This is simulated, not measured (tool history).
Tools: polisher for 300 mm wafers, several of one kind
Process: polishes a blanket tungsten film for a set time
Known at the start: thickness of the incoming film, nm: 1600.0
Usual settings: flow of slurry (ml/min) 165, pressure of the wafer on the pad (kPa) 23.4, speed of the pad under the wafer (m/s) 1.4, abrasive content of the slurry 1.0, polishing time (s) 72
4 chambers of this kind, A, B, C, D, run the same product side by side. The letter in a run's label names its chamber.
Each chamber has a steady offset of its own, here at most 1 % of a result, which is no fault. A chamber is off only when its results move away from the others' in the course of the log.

run,hour,flow of slurry (ml/min),pressure of the wafer on the pad (kPa),speed of the pad under the wafer (m/s),abrasive content of the slurry,polishing time (s),film removed (Å)
# hour 7.2: chamber C: slurry blender recalibrated
1C,14.1,165,23.4,1.4,1.0,72,3696.8
# hour 22.0: chamber A: worn pad replaced by a new one
2A,26.1,165,23.4,1.4,1.0,72,3720.8
# hour 27.7: chamber B: worn pad replaced by a new one
# hour 33.4: chamber C: worn pad replaced by a new one
3B,35.8,165,23.4,1.4,1.0,72,3750.5
4D,42.6,165,23.4,1.4,1.0,72,3734.0
5C,51.3,165,23.4,1.4,1.0,72,3719.5
# hour 59.7: chamber D: worn pad replaced by a new one
6B,65.7,165,23.4,1.4,1.0,72,3741.4
# hour 68.9: chamber B: slurry blender recalibrated
7A,75.5,165,23.4,1.4,1.0,72,3697.8
8D,88.4,165,23.4,1.4,1.0,72,3714.3
# hour 96.1: chamber C: worn pad replaced by a new one
9D,99.2,165,23.4,1.4,1.0,72,3667.8
# hour 99.3: chamber A: worn pad replaced by a new one
# hour 101.9: chamber A: slurry tank refilled with fresh slurry and peroxide
# hour 102.6: chamber D: slurry tank refilled with fresh slurry and peroxide
10C,111.7,165,23.4,1.4,1.0,72,3682.2
# hour 113.1: chamber B: worn pad replaced by a new one
# hour 121.3: chamber B: slurry tank refilled with fresh slurry and peroxide
11A,125.1,165,23.4,1.4,1.0,72,3784.4
# hour 135.6: chamber D: slurry blender recalibrated
12B,137.8,165,23.4,1.4,1.0,72,3704.8
13C,146.4,165,18.6,1.4,1.0,58,2359.2
# hour 146.8: chamber D: worn pad replaced by a new one
14D,155.8,165,18.6,1.4,1.0,58,2362.3
# hour 159.3: chamber C: worn pad replaced by a new one
15A,162.4,165,18.6,1.4,1.0,58,2388.0
# hour 169.6: chamber D: slurry nozzle cleaned
16B,171.7,165,18.6,1.4,1.0,58,2348.3
# hour 176.9: chamber C: slurry tank refilled with fresh slurry and peroxide
17A,183.8,165,23.4,1.4,1.0,72,3721.0
# hour 188.4: chamber A: worn pad replaced by a new one
18B,192.7,165,23.4,1.4,1.0,72,3648.7
# hour 193.8: chamber B: worn pad replaced by a new one
19D,199.4,165,23.4,1.4,1.0,72,3729.0
20C,208.9,165,23.4,1.4,1.0,72,3681.8
21D,216.3,165,23.4,1.4,1.0,72,3718.4
22C,226.2,165,23.4,1.4,1.0,72,3649.3
# hour 227.3: chamber C: worn pad replaced by a new one
# hour 232.7: chamber D: slurry tank refilled with fresh slurry and peroxide
23A,233.9,165,23.4,1.4,1.0,72,3727.0
24B,243.7,165,23.4,1.4,1.0,72,3591.9
25D,253.4,165,23.4,1.4,1.0,72,3754.9
# hour 255.8: chamber A: slurry tank refilled with fresh slurry and peroxide
# hour 258.7: chamber C: slurry blender recalibrated
# hour 258.7: chamber B: slurry tank refilled with fresh slurry and peroxide
26C,263.5,165,23.4,1.4,1.0,72,3678.9
27A,269.9,165,23.4,1.4,0.9,72,3611.7
# hour 272.5: chamber B: worn pad replaced by a new one
28B,284.2,165,23.4,1.4,0.9,72,3457.4
# hour 292.9: chamber C: worn pad replaced by a new one
29B,296.1,165,23.4,1.4,0.9,72,3490.9
# hour 307.8: chamber C: slurry nozzle cleaned
30C,308.5,165,23.4,1.4,0.9,72,3634.0

Is one chamber off against the others, does the gauge drift, or is nothing wrong? If a chamber is off, say which, and what the likeliest cause is.

Chamber B drifts away from the others.
Cause: slurry flow missing at the pad, % = 26.9.
The log may not tell that from: head's pressure below its setpoint, %; abrasive missing from the slurry, %.

Here are 4 candidates for chamber B's next run, each the usual settings with a change, their results left as question marks. Which one brings its results back in line with what the others give on the usual settings?
In line means no further than this from the other chambers' mean on the usual settings: film removed (Å) 84.0
31B-1,319.0,160,23.4,1.40,0.95,72,?
31B-2,319.0,175,23.4,1.40,1.00,72,?
31B-3,319.0,165,24.1,1.40,1.00,74,?
31B-4,319.0,165,23.4,1.36,1.00,70,?

The other chambers' mean on the usual settings: film removed (Å) 3718.1
run,film removed (Å)
31B-1,3455.6
31B-2,3564.6
31B-3,3725.7
31B-4,3324.0
31B-3 brings the chamber back in line.
